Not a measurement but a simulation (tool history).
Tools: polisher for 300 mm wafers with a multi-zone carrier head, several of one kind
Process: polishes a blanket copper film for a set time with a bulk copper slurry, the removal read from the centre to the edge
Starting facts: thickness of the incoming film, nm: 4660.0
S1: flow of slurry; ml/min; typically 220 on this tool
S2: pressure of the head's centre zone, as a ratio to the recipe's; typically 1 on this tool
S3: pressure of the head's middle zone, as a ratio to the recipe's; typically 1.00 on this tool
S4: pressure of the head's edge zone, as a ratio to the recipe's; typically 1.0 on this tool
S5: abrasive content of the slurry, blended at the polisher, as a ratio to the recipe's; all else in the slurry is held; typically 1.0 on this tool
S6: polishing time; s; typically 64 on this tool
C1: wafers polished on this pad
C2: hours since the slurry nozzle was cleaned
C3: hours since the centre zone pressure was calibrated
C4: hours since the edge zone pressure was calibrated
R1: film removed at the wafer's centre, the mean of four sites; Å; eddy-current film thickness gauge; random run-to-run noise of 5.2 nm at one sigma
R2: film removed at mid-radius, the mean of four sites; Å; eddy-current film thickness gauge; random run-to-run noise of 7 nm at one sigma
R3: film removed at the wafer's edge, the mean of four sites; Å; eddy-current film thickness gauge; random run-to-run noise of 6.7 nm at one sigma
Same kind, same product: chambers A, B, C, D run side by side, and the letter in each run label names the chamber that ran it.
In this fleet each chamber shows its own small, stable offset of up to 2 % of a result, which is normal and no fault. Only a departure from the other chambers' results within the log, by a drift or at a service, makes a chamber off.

run 1B hour=7.5 | S1=220 S2=1 S3=1.00 S4=1.0 S5=1.0 S6=64 | C1=1238 C2=281.6 C3=175.1 C4=160.4 | R1=5317.0 R2=5098.7 R3=5117.0
-- hour=9.9 chamber B: worn pad replaced by a new one
run 2D hour=13.7 | S1=220 S2=1 S3=1.00 S4=1.0 S5=1.0 S6=64 | C1=250 C2=336.9 C3=606.0 C4=696.2 | R1=5322.6 R2=5221.1 R3=5301.1
run 3C hour=20.2 | S1=220 S2=1 S3=1.00 S4=1.0 S5=1.0 S6=64 | C1=897 C2=257.4 C3=148.2 C4=184.4 | R1=5353.0 R2=5264.6 R3=5174.2
-- hour=24.7 chamber A: worn pad replaced by a new one
-- hour=26.5 chamber D: edge zone pressure recalibrated
run 4A hour=30.6 | S1=220 S2=1 S3=1.00 S4=1.0 S5=1.0 S6=64 | C1=50 C2=201.7 C3=536.1 C4=596.7 | R1=5379.1 R2=5332.4 R3=5257.1
run 5A hour=42.7 | S1=220 S2=1 S3=1.09 S4=1.0 S5=1.0 S6=56 | C1=155 C2=213.8 C3=548.2 C4=608.8 | R1=4657.7 R2=5057.8 R3=4675.5
run 6B hour=53.2 | S1=220 S2=1 S3=1.09 S4=1.0 S5=1.0 S6=56 | C1=372 C2=327.3 C3=220.8 C4=206.1 | R1=4608.0 R2=4943.4 R3=4578.5
run 7C hour=63.7 | S1=220 S2=1 S3=1.09 S4=1.0 S5=1.0 S6=56 | C1=1272 C2=300.9 C3=191.7 C4=227.9 | R1=4714.1 R2=5052.8 R3=4612.8
run 8D hour=73.4 | S1=220 S2=1 S3=1.09 S4=1.0 S5=1.0 S6=56 | C1=764 C2=396.6 C3=665.7 C4=47.0 | R1=4651.7 R2=4991.6 R3=4655.9
run 9C hour=81.9 | S1=290 S2=1 S3=0.91 S4=1.0 S5=1.0 S6=64 | C1=1428 C2=319.1 C3=209.9 C4=246.1 | R1=5539.2 R2=5031.0 R3=5323.5
-- hour=90.5 chamber C: worn pad replaced by a new one
run 10B hour=92.7 | S1=290 S2=1 S3=0.91 S4=1.0 S5=1.0 S6=64 | C1=712 C2=366.8 C3=260.3 C4=245.6 | R1=5491.7 R2=4851.0 R3=5346.7
-- hour=97.1 chamber A: slurry nozzle cleaned
run 11D hour=99.2 | S1=290 S2=1 S3=0.91 S4=1.0 S5=1.0 S6=64 | C1=986 C2=422.4 C3=691.5 C4=72.8 | R1=5535.7 R2=4970.4 R3=5408.9
run 12A hour=107.8 | S1=290 S2=1 S3=0.91 S4=1.0 S5=1.0 S6=64 | C1=715 C2=10.7 C3=613.3 C4=673.9 | R1=5444.1 R2=4989.8 R3=5442.0
run 13B hour=114.9 | S1=220 S2=1 S3=1.00 S4=1.0 S5=0.8 S6=64 | C1=903 C2=389.0 C3=282.5 C4=267.8 | R1=4988.7 R2=4852.1 R3=5092.2
-- hour=116.4 chamber D: worn pad replaced by a new one
run 14C hour=121.7 | S1=220 S2=1 S3=1.00 S4=1.0 S5=0.8 S6=64 | C1=269 C2=358.9 C3=249.7 C4=285.9 | R1=5065.6 R2=5068.9 R3=4886.8
run 15A hour=134.0 | S1=220 S2=1 S3=1.00 S4=1.0 S5=0.8 S6=64 | C1=940 C2=36.9 C3=639.5 C4=700.1 | R1=5152.7 R2=5034.5 R3=5083.6
run 16D hour=141.5 | S1=220 S2=1 S3=1.00 S4=1.0 S5=0.8 S6=64 | C1=216 C2=464.7 C3=733.8 C4=115.1 | R1=5115.4 R2=5119.2 R3=5195.5
-- hour=150.2 chamber A: worn pad replaced by a new one
run 17D hour=155.4 | S1=220 S2=1 S3=1.00 S4=1.0 S5=1.0 S6=64 | C1=336 C2=478.6 C3=747.7 C4=129.0 | R1=5354.7 R2=5211.0 R3=5297.8
-- hour=160.7 chamber B: worn pad replaced by a new one
run 18C hour=165.0 | S1=220 S2=1 S3=1.00 S4=1.0 S5=1.0 S6=64 | C1=641 C2=402.2 C3=293.0 C4=329.2 | R1=5274.1 R2=5303.5 R3=5118.0
run 19A hour=172.9 | S1=220 S2=1 S3=1.00 S4=1.0 S5=1.0 S6=64 | C1=195 C2=75.8 C3=678.4 C4=739.0 | R1=5369.9 R2=5330.2 R3=5278.9
run 20B hour=179.6 | S1=180 S2=1 S3=1.00 S4=1.0 S5=1.0 S6=64 | C1=163 C2=453.7 C3=347.2 C4=332.5 | R1=5080.8 R2=5071.9 R3=5044.2
run 21C hour=187.1 | S1=180 S2=1 S3=1.00 S4=1.0 S5=1.0 S6=64 | C1=832 C2=424.3 C3=315.1 C4=351.3 | R1=5199.5 R2=5143.5 R3=5121.3
run 22A hour=198.5 | S1=180 S2=1 S3=1.00 S4=1.0 S5=1.0 S6=64 | C1=415 C2=101.4 C3=704.0 C4=764.6 | R1=5183.4 R2=5107.6 R3=5074.0
run 23B hour=208.1 | S1=180 S2=1 S3=1.00 S4=1.0 S5=1.0 S6=64 | C1=408 C2=482.2 C3=375.7 C4=361.0 | R1=5151.5 R2=5059.0 R3=5011.1
run 24D hour=218.1 | S1=220 S2=1 S3=1.05 S4=1.0 S5=1.0 S6=71 | C1=876 C2=541.3 C3=810.4 C4=191.7 | R1=5949.7 R2=6011.9 R3=5878.1

Decide between three cases: one chamber stands off from its peers, the gauge reading all wafers drifts, or nothing is wrong past each chamber's small offset. Where a chamber is off, say which and what most likely put it there.

All chambers stay in line apart from their small fixed offsets, and the gauge does not drift.
